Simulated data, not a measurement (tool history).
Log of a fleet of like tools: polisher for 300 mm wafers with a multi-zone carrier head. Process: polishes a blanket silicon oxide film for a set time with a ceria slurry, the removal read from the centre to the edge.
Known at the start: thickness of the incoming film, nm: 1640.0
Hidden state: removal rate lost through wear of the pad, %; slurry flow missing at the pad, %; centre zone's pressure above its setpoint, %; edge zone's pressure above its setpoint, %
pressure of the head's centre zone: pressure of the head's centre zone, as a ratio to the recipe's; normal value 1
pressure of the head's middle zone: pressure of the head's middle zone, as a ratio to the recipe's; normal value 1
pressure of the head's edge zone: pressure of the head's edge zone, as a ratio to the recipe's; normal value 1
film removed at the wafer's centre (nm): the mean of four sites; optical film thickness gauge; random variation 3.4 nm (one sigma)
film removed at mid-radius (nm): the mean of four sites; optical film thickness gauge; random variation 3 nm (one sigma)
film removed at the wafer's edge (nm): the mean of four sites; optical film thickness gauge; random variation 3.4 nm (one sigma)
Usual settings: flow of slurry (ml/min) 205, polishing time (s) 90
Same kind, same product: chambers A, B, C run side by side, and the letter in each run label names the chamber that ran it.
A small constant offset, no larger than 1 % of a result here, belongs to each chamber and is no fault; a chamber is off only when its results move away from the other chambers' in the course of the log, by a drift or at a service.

run,hour,flow of slurry (ml/min),pressure of the head's centre zone,pressure of the head's middle zone,pressure of the head's edge zone,polishing time (s),wafers polished on this pad,hours since the slurry nozzle was cleaned,hours since the centre zone pressure was calibrated,hours since the edge zone pressure was calibrated,film removed at the wafer's centre (nm),film removed at mid-radius (nm),film removed at the wafer's edge (nm)
1C,10.2,205,1,1,1,90,821,50.3,467.8,1215.8,457.67,454.1,457.47
2B,18.9,205,1,1,1,90,770,526,1090.2,198.3,456.44,453.29,457.38
# hour 21.7: chamber C: edge zone pressure recalibrated
3A,28.3,205,1,1,1,90,459,431.1,34.5,187.3,455.08,457.95,444.36
# hour 32.3: chamber B: worn pad replaced by a new one
4C,35.6,205,1,1,1,90,947,75.7,493.2,13.9,455.52,458.5,453.89
5B,42.5,205,1,1,1,90,50,549.6,1113.8,221.9,455.37,449.38,456.23
6A,48.1,205,1,1,1,90,557,450.9,54.3,207.1,454.39,449.26,448.84
7A,53.2,205,1,1,1,90,582,456,59.4,212.2,459.51,456.1,451.44
8C,60.8,205,1,1,1,90,1072,100.9,518.4,39.1,461.55,457.4,452.62
9B,68.8,205,1,1,1,90,181,575.9,1140.1,248.2,455.39,449.67,457.48
# hour 73.4: chamber C: worn pad replaced by a new one
10A,76.4,205,1,1,1,90,697,479.2,82.6,235.4,452.57,460.4,452.91
11C,81.3,205,1.06,1.1,1,90,39,121.4,538.9,59.6,488.17,493.65,459.32
12B,89.8,205,1.06,1.1,1,90,285,596.9,1161.1,269.2,479.44,490.26,447.63
13B,99.3,205,1.06,1.1,1,90,332,606.4,1170.6,278.7,484.9,491.34,449.08
14C,105.3,205,1,1,1,90,158,145.4,562.9,83.6,456.67,458.25,454.6
15A,115.1,275,1,1,1,90,889,517.9,121.3,274.1,472.28,473.75,463.52
16A,123.3,275,1,1,1,90,930,526.1,129.5,282.3,470.12,471.05,464.63
17C,128.5,275,1,1,1,90,273,168.6,586.1,106.8,475.49,473.43,470.95
# hour 128.9: chamber B: centre zone pressure recalibrated
18B,134.3,205,1,1,1,90,505,641.4,5.5,313.7,450.58,452.2,451.61
19A,143.9,205,1,1,1,90,1032,546.7,150.1,302.9,449.21,457.66,452.87
20C,154.6,205,1,1,1,90,402,194.7,612.2,132.9,457.38,455.59,453.38
21B,164.5,205,1,1,1,90,655,671.6,35.7,343.9,449.03,456.94,454.7
22B,171.1,205,0.9,1,1.11,90,688,678.2,42.3,350.5,403.57,455.93,480.55
# hour 173: chamber B: worn pad replaced by a new one
23A,176.8,205,0.9,1,1.11,90,1195,579.6,183,335.8,404.75,456.47,469.51
# hour 181.6: chamber B: edge zone pressure recalibrated
# hour 183.4: chamber A: worn pad replaced by a new one
24C,186.4,205,0.9,1,1.11,90,560,226.5,644,164.7,419.42,456.77,476.9
25C,191.5,205,1,1,1,90,585,231.6,649.1,169.8,480.17,460.83,455.7
26A,196.5,205,1,1,1,90,65,599.3,202.7,355.5,460.19,458.72,445.42
27B,206.2,205,1,1,1,90,164,713.3,77.4,24.6,453.19,456.18,456.05
28B,210.9,205,1,1,1,90,188,718,82.1,29.3,447.12,449.4,453.9
29C,217.5,205,1,1,1,90,714,257.6,675.1,195.8,486.82,459.3,455.28
30A,227.5,205,1,1,1,90,218,630.3,233.7,386.5,450.8,451.4,452.53
# hour 235.2: chamber A: slurry nozzle cleaned
31C,237.6,205,1,1,1,90,813,277.7,695.2,215.9,491.93,453.62,456.1
32A,243.9,205,1,1,1,90,300,8.8,250.1,402.9,449.85,456.2,453.79
33B,251.4,205,1,1,1,90,388,758.5,122.6,69.8,459.43,450.63,456.71
34A,258.5,205,1,1,1,90,372,23.4,264.7,417.5,454.2,451.01,456.58
35C,266.1,205,1,1,1,90,955,306.2,723.7,244.4,499.36,456.93,461.03
# hour 266.4: chamber B: slurry nozzle cleaned
36B,276.5,205,1,1,1,90,513,10.1,147.7,94.9,457.35,454.55,448.88
37A,283.8,205,1,1,1,90,497,48.7,290,442.8,448.51,458.55,452.84
38C,288.8,205,1,1,1,90,1067,328.9,746.4,267.1,507.55,455.71,452.32

Decide between three cases: one chamber stands off from its peers, the gauge reading all wafers drifts, or nothing is wrong past each chamber's small offset. Where a chamber is off, say which and what most likely put it there.

One chamber, C, drifts off from the rest bit by bit.
Most likely cause: centre zone's pressure above its setpoint, % = 9.92.

Below are 4 candidate recipes for chamber C's next run, each the usual settings with a change, their results shown as question marks. Which of them brings C's results back in line with what the other chambers give on the usual settings?
Maximum distance from the other chambers' mean on the usual settings for a result to count as in line: film removed at the wafer's centre (nm) 12; film removed at mid-radius (nm) 10; film removed at the wafer's edge (nm) 12
39C-1,296.4,190,0.83,1.03,1.07,88,,,,,?,?,?
39C-2,296.4,225,1.17,0.96,0.91,94,,,,,?,?,?
39C-3,296.4,210,1.08,0.99,0.97,91,,,,,?,?,?
39C-4,296.4,200,0.92,1.01,1.03,89,,,,,?,?,?

Other chambers, usual settings, mean: film removed at the wafer's centre (nm) 454.12; film removed at mid-radius (nm) 454.19; film removed at the wafer's edge (nm) 452.75
run,film removed at the wafer's centre (nm),film removed at mid-radius (nm),film removed at the wafer's edge (nm)
39C-1,397.65,452.57,454.95
39C-2,634.15,463.55,455.15
39C-3,557.5,457.4,451.83
39C-4,454.35,452.82,453.51
The right change is 39C-4: it brings the chamber back within the allowed miss of the others.
